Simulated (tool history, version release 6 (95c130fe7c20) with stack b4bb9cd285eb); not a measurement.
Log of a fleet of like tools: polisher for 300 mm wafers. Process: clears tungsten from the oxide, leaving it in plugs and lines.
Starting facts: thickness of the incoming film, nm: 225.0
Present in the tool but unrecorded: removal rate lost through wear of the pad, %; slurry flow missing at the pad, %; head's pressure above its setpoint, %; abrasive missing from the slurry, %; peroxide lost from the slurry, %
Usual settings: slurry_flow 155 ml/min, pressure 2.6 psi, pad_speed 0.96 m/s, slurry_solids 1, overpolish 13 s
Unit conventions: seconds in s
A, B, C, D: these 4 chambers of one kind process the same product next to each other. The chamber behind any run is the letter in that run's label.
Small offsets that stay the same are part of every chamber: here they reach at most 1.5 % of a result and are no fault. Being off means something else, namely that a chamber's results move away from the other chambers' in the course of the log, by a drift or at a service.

| run | day | slurry_flow | pressure | pad_speed | slurry_solids | overpolish | wafers polished on this pad | hours since the slurry nozzle was cleaned | hours since the head pressure was calibrated | hours since the slurry blender was calibrated | hours since the slurry got fresh peroxide | seconds |
|---|---|---|---|---|---|---|---|---|---|---|---|---|
|  | 0.054 | chamber D: slurry blender recalibrated |
| 1B | 0.112 | 155 | 2.6 | 0.96 | 1 | 13 | 129 | 398.7 | 1198.6 | 109.8 | 50.8 | 80.044 |
|  | 0.312 | chamber B: slurry nozzle cleaned |
|  | 0.325 | chamber A: slurry blender recalibrated |
| 2A | 0.354 | 155 | 2.6 | 0.96 | 1 | 13 | 385 | 225.6 | 1013.8 | 0.8 | 161.5 | 81.209 |
| 3C | 0.525 | 155 | 2.6 | 0.96 | 1 | 13 | 866 | 510.3 | 105.7 | 77.5 | 116.5 | 77.862 |
| 4D | 0.767 | 155 | 2.6 | 0.96 | 1 | 13 | 721 | 105.9 | 355.8 | 17.1 | 68.8 | 80.152 |
| 5B | 0.908 | 155 | 2.6 | 0.96 | 1 | 13 | 258 | 14.3 | 1217.7 | 128.9 | 69.9 | 80.187 |
|  | 0.967 | chamber A: slurry nozzle cleaned |
| 6A | 1.088 | 155 | 2 | 0.96 | 1 | 13 | 504 | 3 | 1031.4 | 18.4 | 179.1 | 104.96 |
| 7C | 1.204 | 155 | 2 | 0.96 | 1 | 13 | 976 | 526.6 | 122 | 93.8 | 132.8 | 102.26 |
|  | 1.304 | chamber A: slurry tank refilled with fresh slurry and peroxide |
| 8D | 1.429 | 155 | 2 | 0.96 | 1 | 13 | 829 | 121.8 | 371.7 | 33 | 84.7 | 101.23 |
| 9A | 1.596 | 155 | 2 | 0.96 | 1 | 13 | 586 | 15.2 | 1043.6 | 30.6 | 7 | 102.28 |
|  | 1.746 | chamber B: slurry tank refilled with fresh slurry and peroxide |
| 10C | 1.804 | 130 | 2.2 | 0.96 | 1 | 13 | 1073 | 541 | 136.4 | 108.2 | 147.2 | 96.858 |
| 11B | 2.025 | 130 | 2.2 | 0.96 | 1 | 13 | 439 | 41.1 | 1244.5 | 155.7 | 6.7 | 97.824 |
| 12D | 2.242 | 130 | 2.2 | 0.96 | 1 | 13 | 960 | 141.3 | 391.2 | 52.5 | 104.2 | 95.812 |
| 13C | 2.496 | 130 | 2.2 | 0.96 | 1 | 13 | 1185 | 557.6 | 153 | 124.8 | 163.8 | 96.592 |
| 14D | 2.612 | 155 | 2.6 | 0.96 | 1 | 13 | 1021 | 150.2 | 400.1 | 61.4 | 113.1 | 78.684 |
|  | 2.738 | chamber A: head pressure recalibrated |
| 15B | 2.854 | 155 | 2.6 | 0.96 | 1 | 13 | 573 | 61 | 1264.4 | 175.6 | 26.6 | 81.855 |
|  | 2.925 | chamber D: worn pad replaced by a new one |
| 16A | 3.025 | 155 | 2.6 | 0.96 | 1 | 13 | 818 | 49.5 | 7 | 64.9 | 41.3 | 82.056 |
|  | 3.108 | chamber C: worn pad replaced by a new one |
| 17C | 3.242 | 155 | 2.6 | 0.96 | 1 | 13 | 21 | 575.5 | 170.9 | 142.7 | 181.7 | 80.387 |
| 18D | 3.442 | 155 | 2.6 | 0.96 | 1 | 13 | 84 | 170.1 | 420 | 81.3 | 133 | 80.479 |
| 19B | 3.688 | 155 | 2.6 | 0.96 | 1 | 13 | 708 | 81 | 1284.4 | 195.6 | 46.6 | 79.134 |
| 20A | 3.833 | 155 | 2.6 | 0.96 | 1 | 13 | 949 | 68.9 | 26.4 | 84.3 | 60.7 | 81.657 |
| 21C | 3.962 | 155 | 2.6 | 0.96 | 1 | 13 | 138 | 592.8 | 188.2 | 160 | 199 | 79.856 |
| 22A | 4.162 | 155 | 2.6 | 0.96 | 1 | 13 | 1002 | 76.8 | 34.3 | 92.2 | 68.6 | 81.708 |
| 23D | 4.325 | 155 | 2.6 | 0.96 | 1 | 13 | 227 | 191.3 | 441.2 | 102.5 | 154.2 | 81.384 |
|  | 4.446 | chamber D: slurry tank refilled with fresh slurry and peroxide |
| 24B | 4.525 | 155 | 2.6 | 0.96 | 1 | 13 | 844 | 101.1 | 1304.5 | 215.7 | 66.7 | 83.266 |
| 25C | 4.65 | 155 | 2.6 | 0.96 | 1 | 13 | 250 | 609.3 | 204.7 | 176.5 | 215.5 | 83.366 |
| 26A | 4.875 | 155 | 2.6 | 0.96 | 1 | 13 | 1118 | 93.9 | 51.4 | 109.3 | 85.7 | 80.01 |
| 27D | 5.05 | 155 | 2.6 | 0.96 | 1 | 13 | 345 | 208.7 | 458.6 | 119.9 | 14.5 | 78.972 |
| 28B | 5.225 | 155 | 2.6 | 0.96 | 1 | 13 | 958 | 117.9 | 1321.3 | 232.5 | 83.5 | 77.919 |
|  | 5.254 | chamber B: slurry tank refilled with fresh slurry and peroxide |
| 29C | 5.421 | 155 | 2.6 | 0.96 | 1 | 13 | 375 | 627.8 | 223.2 | 195 | 234 | 85.262 |
|  | 5.496 | chamber A: slurry blender recalibrated |
| 30A | 5.533 | 155 | 2.6 | 0.96 | 1 | 13 | 1225 | 109.7 | 67.2 | 0.9 | 101.5 | 82.492 |
| 31D | 5.779 | 155 | 2.6 | 0.96 | 1 | 13 | 463 | 226.2 | 476.1 | 137.4 | 32 | 79.715 |
|  | 5.883 | chamber B: head pressure recalibrated |
| 32B | 5.962 | 155 | 2.6 | 0.96 | 1 | 13 | 1077 | 135.6 | 1.9 | 250.2 | 17.1 | 82.276 |
| 33D | 6.129 | 155 | 2.6 | 0.96 | 1 | 13 | 520 | 234.6 | 484.5 | 145.8 | 40.4 | 80.797 |
|  | 6.15 | chamber A: worn pad replaced by a new one |
| 34C | 6.308 | 155 | 1.9 | 0.96 | 1 | 6 | 518 | 649.1 | 244.5 | 216.3 | 255.3 | 115.76 |
| 35B | 6.517 | 155 | 1.9 | 0.96 | 1 | 6 | 1167 | 148.9 | 15.2 | 263.5 | 30.4 | 111.31 |
| 36A | 6.7 | 155 | 1.9 | 0.96 | 1 | 6 | 89 | 137.7 | 95.2 | 28.9 | 129.5 | 112.51 |
| 37C | 6.888 | 155 | 1.9 | 0.96 | 1 | 6 | 612 | 663 | 258.4 | 230.2 | 269.2 | 121.73 |
| 38B | 7.075 | 155 | 2.6 | 0.64 | 1 | 13 | 1258 | 162.3 | 28.6 | 276.9 | 43.8 | 123.05 |
| 39A | 7.3 | 155 | 2.6 | 0.64 | 1 | 13 | 186 | 152.1 | 109.6 | 43.3 | 143.9 | 123.7 |
| 40D | 7.521 | 155 | 2.6 | 0.64 | 1 | 13 | 745 | 268 | 517.9 | 179.2 | 73.8 | 125.14 |
|  | 7.675 | chamber B: worn pad replaced by a new one |
| 41B | 7.683 | 155 | 2.6 | 0.64 | 1 | 13 | 1 | 176.9 | 43.2 | 291.5 | 58.4 | 124.5 |
| 42A | 7.846 | 155 | 2.6 | 0.96 | 1 | 13 | 275 | 165.2 | 122.7 | 56.4 | 157 | 79.797 |
| 43C | 8.017 | 155 | 2.6 | 0.96 | 1 | 13 | 795 | 690.1 | 285.5 | 257.3 | 296.3 | 93.817 |
| 44D | 8.225 | 155 | 2.6 | 0.96 | 1 | 13 | 859 | 284.9 | 534.8 | 196.1 | 90.7 | 80.117 |

Does one chamber stand apart from the rest, does the shared gauge drift, or is all well apart from small per-chamber offsets? Give the chamber and the most likely cause, where there is one.

Little by little, chamber C moves away from the other chambers.
What lies behind it: peroxide lost from the slurry, % = 40.1.

Chamber C could run next with any of the 4 candidate recipes listed below; each alters the usual settings, and their results appear as question marks. Which one brings its results back in line with what the other chambers deliver on the usual settings?
A result is in line if it is within this distance of the other chambers' mean on the usual settings: seconds 5.3 s
| 45C-1 | 8.408 | 155 | 2.4 | 0.96 | 1 | 13 |  |  |  |  |  | ? |
| 45C-2 | 8.408 | 155 | 2.6 | 1.14 | 1 | 13 |  |  |  |  |  | ? |
| 45C-3 | 8.408 | 155 | 2.8 | 0.96 | 1 | 13 |  |  |  |  |  | ? |
| 45C-4 | 8.408 | 150 | 2.6 | 0.8 | 0.95 | 13 |  |  |  |  |  | ? |

The mean the other chambers reach with the usual settings: seconds 80.974 s
| run | seconds |
|---|---|
| 45C-1 | 106.18 |
| 45C-2 | 82.833 |
| 45C-3 | 91.22 |
| 45C-4 | 119.46 |
The right change is 45C-2: it brings the chamber back within the allowed miss of the others.

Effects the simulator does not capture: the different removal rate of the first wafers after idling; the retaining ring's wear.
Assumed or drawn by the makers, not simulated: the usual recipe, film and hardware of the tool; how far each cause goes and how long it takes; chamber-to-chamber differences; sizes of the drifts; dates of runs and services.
